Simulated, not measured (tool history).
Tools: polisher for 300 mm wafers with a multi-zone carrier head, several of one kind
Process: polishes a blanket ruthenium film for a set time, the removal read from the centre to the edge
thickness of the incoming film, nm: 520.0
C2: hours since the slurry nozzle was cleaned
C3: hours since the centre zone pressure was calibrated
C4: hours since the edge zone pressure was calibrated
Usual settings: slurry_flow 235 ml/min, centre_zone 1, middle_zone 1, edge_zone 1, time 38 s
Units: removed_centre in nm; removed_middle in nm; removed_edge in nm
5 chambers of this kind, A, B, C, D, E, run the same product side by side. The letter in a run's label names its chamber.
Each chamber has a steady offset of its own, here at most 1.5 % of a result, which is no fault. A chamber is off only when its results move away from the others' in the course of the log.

At hour 4.4: chamber D: worn pad replaced by a new one.
Run 1C, hour 8.7: usual settings; wafers polished on this pad 219; C2 540.6; C3 668.2; C4 38.9. Result: removed_centre 33.39 nm, removed_middle 33.679 nm, removed_edge 34.711 nm.
At hour 15.8: chamber E: worn pad replaced by a new one.
Run 2E, hour 18.9: usual settings; wafers polished on this pad 41; C2 235.9; C3 227.7; C4 328.9. Result: removed_centre 33.705 nm, removed_middle 34.497 nm, removed_edge 34.1 nm.
At hour 22.5: chamber B: slurry nozzle cleaned.
Run 3D, hour 29.1: usual settings; wafers polished on this pad 321; C2 608.9; C3 272.3; C4 490.5. Result: removed_centre 33.833 nm, removed_middle 33.843 nm, removed_edge 33.787 nm.
Run 4A, hour 37.7: usual settings; wafers polished on this pad 718; C2 175.7; C3 224; C4 160.8. Result: removed_centre 34.573 nm, removed_middle 33.586 nm, removed_edge 34.307 nm.
Run 5B, hour 46.6: usual settings; wafers polished on this pad 780; C2 24.2; C3 664.3; C4 383.9. Result: removed_centre 33.581 nm, removed_middle 33.575 nm, removed_edge 33.988 nm.
Run 6E, hour 61.1: usual settings; wafers polished on this pad 590; C2 278.1; C3 269.9; C4 371.1. Result: removed_centre 33.29 nm, removed_middle 34.272 nm, removed_edge 33.926 nm.
Run 7A, hour 74.2: usual settings; wafers polished on this pad 1193; C2 212.2; C3 260.5; C4 197.3. Result: removed_centre 34.434 nm, removed_middle 33.805 nm, removed_edge 33.969 nm.
At hour 81: chamber B: centre zone pressure recalibrated.
At hour 81.3: chamber C: worn pad replaced by a new one.
Run 8C, hour 81.5: usual settings but centre_zone 1.11, time 29 s; wafers polished on this pad 3; C2 613.4; C3 741; C4 111.7. Result: removed_centre 28.598 nm, removed_middle 25.773 nm, removed_edge 25.931 nm.
At hour 82.1: chamber A: worn pad replaced by a new one.
At hour 86.4: chamber B: worn pad replaced by a new one.
Run 9D, hour 90.6: usual settings but centre_zone 1.11, time 29 s; wafers polished on this pad 1122; C2 670.4; C3 333.8; C4 552. Result: removed_centre 29.043 nm, removed_middle 25.935 nm, removed_edge 25.798 nm.
Run 10B, hour 99.1: usual settings but centre_zone 1.11, time 29 s; wafers polished on this pad 165; C2 76.7; C3 18.2; C4 436.4. Result: removed_centre 29.023 nm, removed_middle 25.857 nm, removed_edge 25.371 nm.
Run 11A, hour 109.9: usual settings but centre_zone 1.11, time 29 s; wafers polished on this pad 362; C2 247.9; C3 296.2; C4 233. Result: removed_centre 28.742 nm, removed_middle 25.365 nm, removed_edge 26.766 nm.
At hour 116.5: chamber C: slurry nozzle cleaned.
At hour 117.3: chamber E: worn pad replaced by a new one.
Run 12B, hour 117.6: usual settings but centre_zone 1.11, time 29 s; wafers polished on this pad 406; C2 95.2; C3 36.7; C4 454.9. Result: removed_centre 28.851 nm, removed_middle 25.66 nm, removed_edge 25.216 nm.
Run 13C, hour 125.3: usual settings; wafers polished on this pad 573; C2 8.9; C3 784.8; C4 155.5. Result: removed_centre 33.534 nm, removed_middle 33.471 nm, removed_edge 33.59 nm.
At hour 128: chamber D: worn pad replaced by a new one.
Run 14E, hour 134.5: usual settings; wafers polished on this pad 224; C2 351.5; C3 343.3; C4 444.5. Result: removed_centre 33.326 nm, removed_middle 34.168 nm, removed_edge 33.705 nm.
At hour 134.6: chamber A: slurry nozzle cleaned.
At hour 134.6: chamber A: centre zone pressure recalibrated.
Run 15D, hour 147.5: usual settings; wafers polished on this pad 254; C2 727.3; C3 390.7; C4 608.9. Result: removed_centre 33.831 nm, removed_middle 33.836 nm, removed_edge 33.726 nm.
Run 16B, hour 160: usual settings but slurry_flow 275 ml/min, time 48 s; wafers polished on this pad 958; C2 137.6; C3 79.1; C4 497.3. Result: removed_centre 44.006 nm, removed_middle 42.921 nm, removed_edge 43.679 nm.
Run 17E, hour 167.1: usual settings but slurry_flow 275 ml/min, time 48 s; wafers polished on this pad 648; C2 384.1; C3 375.9; C4 477.1. Result: removed_centre 42.877 nm, removed_middle 44.095 nm, removed_edge 43.149 nm.
At hour 170.2: chamber E: slurry nozzle cleaned.
At hour 170.3: chamber C: centre zone pressure recalibrated.
Run 18D, hour 179: usual settings but slurry_flow 275 ml/min, time 48 s; wafers polished on this pad 664; C2 758.8; C3 422.2; C4 640.4. Result: removed_centre 43.333 nm, removed_middle 43.282 nm, removed_edge 43.058 nm.
At hour 179.4: chamber C: worn pad replaced by a new one.
At hour 185.8: chamber A: worn pad replaced by a new one.
Run 19A, hour 186.9: usual settings but slurry_flow 275 ml/min, time 48 s; wafers polished on this pad 14; C2 52.4; C3 52.3; C4 310. Result: removed_centre 43.804 nm, removed_middle 43.319 nm, removed_edge 44.41 nm.
At hour 195.6: chamber B: worn pad replaced by a new one.
Run 20C, hour 199.6: usual settings but slurry_flow 275 ml/min, time 48 s; wafers polished on this pad 263; C2 83.2; C3 29.4; C4 229.8. Result: removed_centre 43.657 nm, removed_middle 43.097 nm, removed_edge 43.55 nm.
At hour 201.7: chamber D: slurry nozzle cleaned.
Run 21C, hour 210.3: usual settings; wafers polished on this pad 402; C2 93.9; C3 40.1; C4 240.5. Result: removed_centre 34.164 nm, removed_middle 33.439 nm, removed_edge 33.296 nm.
Run 22E, hour 224.3: usual settings; wafers polished on this pad 1393; C2 54.2; C3 433.1; C4 534.3. Result: removed_centre 32.951 nm, removed_middle 34.367 nm, removed_edge 33.582 nm.
At hour 229.1: chamber E: worn pad replaced by a new one.
Run 23D, hour 238: usual settings; wafers polished on this pad 1432; C2 36.4; C3 481.2; C4 699.4. Result: removed_centre 33.787 nm, removed_middle 33.848 nm, removed_edge 33.626 nm.
At hour 246.8: chamber D: worn pad replaced by a new one.
Run 24A, hour 250.3: usual settings; wafers polished on this pad 839; C2 115.8; C3 115.7; C4 373.4. Result: removed_centre 33.651 nm, removed_middle 33.715 nm, removed_edge 34.985 nm.
Run 25B, hour 264: usual settings; wafers polished on this pad 891; C2 241.6; C3 183.1; C4 601.3. Result: removed_centre 34.342 nm, removed_middle 33.323 nm, removed_edge 32.634 nm.
At hour 265.1: chamber C: worn pad replaced by a new one.
Run 26D, hour 271.8: usual settings; wafers polished on this pad 325; C2 70.2; C3 515; C4 733.2. Result: removed_centre 33.935 nm, removed_middle 33.831 nm, removed_edge 34.161 nm.
At hour 272.1: chamber B: slurry nozzle cleaned.
Run 27E, hour 279.1: usual settings; wafers polished on this pad 650; C2 109; C3 487.9; C4 589.1. Result: removed_centre 33.255 nm, removed_middle 33.909 nm, removed_edge 33.895 nm.
At hour 280.5: chamber B: worn pad replaced by a new one.
At hour 288.7: chamber A: worn pad replaced by a new one.
Run 28A, hour 292.4: usual settings; wafers polished on this pad 48; C2 157.9; C3 157.8; C4 415.5. Result: removed_centre 34.049 nm, removed_middle 33.529 nm, removed_edge 34.004 nm.
Run 29B, hour 304.8: usual settings; wafers polished on this pad 317; C2 32.8; C3 223.9; C4 642.1. Result: removed_centre 33.91 nm, removed_middle 33.652 nm, removed_edge 34.038 nm.
Run 30C, hour 313.5: usual settings; wafers polished on this pad 629; C2 197.1; C3 143.3; C4 343.7. Result: removed_centre 33.695 nm, removed_middle 33.886 nm, removed_edge 33.328 nm.
Run 31D, hour 322.4: usual settings; wafers polished on this pad 984; C2 120.8; C3 565.6; C4 783.8. Result: removed_centre 33.497 nm, removed_middle 34.022 nm, removed_edge 33.452 nm.
At hour 325.1: chamber E: worn pad replaced by a new one.
Run 32B, hour 335.9: usual settings but time 45 s; wafers polished on this pad 721; C2 63.9; C3 255; C4 673.2. Result: removed_centre 39.939 nm, removed_middle 40.121 nm, removed_edge 39.01 nm.
At hour 341.6: chamber E: centre zone pressure recalibrated.
At hour 342.1: chamber D: worn pad replaced by a new one.
Run 33A, hour 347.8: usual settings but time 45 s; wafers polished on this pad 769; C2 213.3; C3 213.2; C4 470.9. Result: removed_centre 40.946 nm, removed_middle 40.08 nm, removed_edge 39.376 nm.
Run 34E, hour 355.7: usual settings but time 45 s; wafers polished on this pad 398; C2 185.6; C3 14.2; C4 665.7. Result: removed_centre 39.826 nm, removed_middle 39.925 nm, removed_edge 40.477 nm.
At hour 366: chamber B: worn pad replaced by a new one.
Run 35C, hour 369: usual settings but time 45 s; wafers polished on this pad 1352; C2 252.6; C3 198.8; C4 399.2. Result: removed_centre 39.788 nm, removed_middle 40.313 nm, removed_edge 39.549 nm.
At hour 370.7: chamber C: worn pad replaced by a new one.
Run 36A, hour 378.2: usual settings but time 45 s; wafers polished on this pad 1164; C2 243.7; C3 243.6; C4 501.3. Result: removed_centre 40.041 nm, removed_middle 39.774 nm, removed_edge 40.097 nm.
Run 37E, hour 391.7: usual settings; wafers polished on this pad 866; C2 221.6; C3 50.2; C4 701.7. Result: removed_centre 33.296 nm, removed_middle 34.318 nm, removed_edge 34.07 nm.
Run 38B, hour 402.9: usual settings; wafers polished on this pad 481; C2 130.9; C3 322; C4 740.2. Result: removed_centre 34.298 nm, removed_middle 33.999 nm, removed_edge 32.695 nm.
Run 39D, hour 418.1: usual settings; wafers polished on this pad 989; C2 216.5; C3 661.3; C4 879.5. Result: removed_centre 33.325 nm, removed_middle 33.646 nm, removed_edge 33.567 nm.
Run 40C, hour 433.1: usual settings; wafers polished on this pad 812; C2 316.7; C3 262.9; C4 463.3. Result: removed_centre 33.606 nm, removed_middle 33.69 nm, removed_edge 33.19 nm.
At hour 438.7: chamber E: worn pad replaced by a new one.
Run 41D, hour 447.6: usual settings; wafers polished on this pad 1373; C2 246; C3 690.8; C4 909. Result: removed_centre 33.809 nm, removed_middle 34.052 nm, removed_edge 33.618 nm.
Run 42C, hour 459.6: usual settings; wafers polished on this pad 1157; C2 343.2; C3 289.4; C4 489.8. Result: removed_centre 33.873 nm, removed_middle 33.502 nm, removed_edge 33.806 nm.
Run 43E, hour 467.3: usual settings but slurry_flow 310 ml/min, middle_zone 1.11; wafers polished on this pad 373; C2 297.2; C3 125.8; C4 777.3. Result: removed_centre 34.912 nm, removed_middle 38.564 nm, removed_edge 34.681 nm.
At hour 476.8: chamber B: worn pad replaced by a new one.
Run 44B, hour 480.3: usual settings but slurry_flow 310 ml/min, middle_zone 1.11; wafers polished on this pad 46; C2 208.3; C3 399.4; C4 817.6. Result: removed_centre 35.099 nm, removed_middle 38.849 nm, removed_edge 34.198 nm.

Next, every chamber runs the same settings. What will each give?
Run 45A, hour 491.2: usual settings but edge_zone 1.06. Result: removed_centre ?, removed_middle ?, removed_edge ?.
Run 45B, hour 491.2: usual settings but edge_zone 1.06. Result: removed_centre ?, removed_middle ?, removed_edge ?.
Run 45C, hour 491.2: usual settings but edge_zone 1.06. Result: removed_centre ?, removed_middle ?, removed_edge ?.
Run 45D, hour 491.2: usual settings but edge_zone 1.06. Result: removed_centre ?, removed_middle ?, removed_edge ?.
Run 45E, hour 491.2: usual settings but edge_zone 1.06. Result: removed_centre ?, removed_middle ?, removed_edge ?.

run  removed_centre  removed_middle  removed_edge
45A          33.732          33.403        34.967
45B          33.821          33.575         34.55
45C          34.045          33.865        34.157
45D          33.442          34.011        35.047
45E           33.61           34.41        35.004
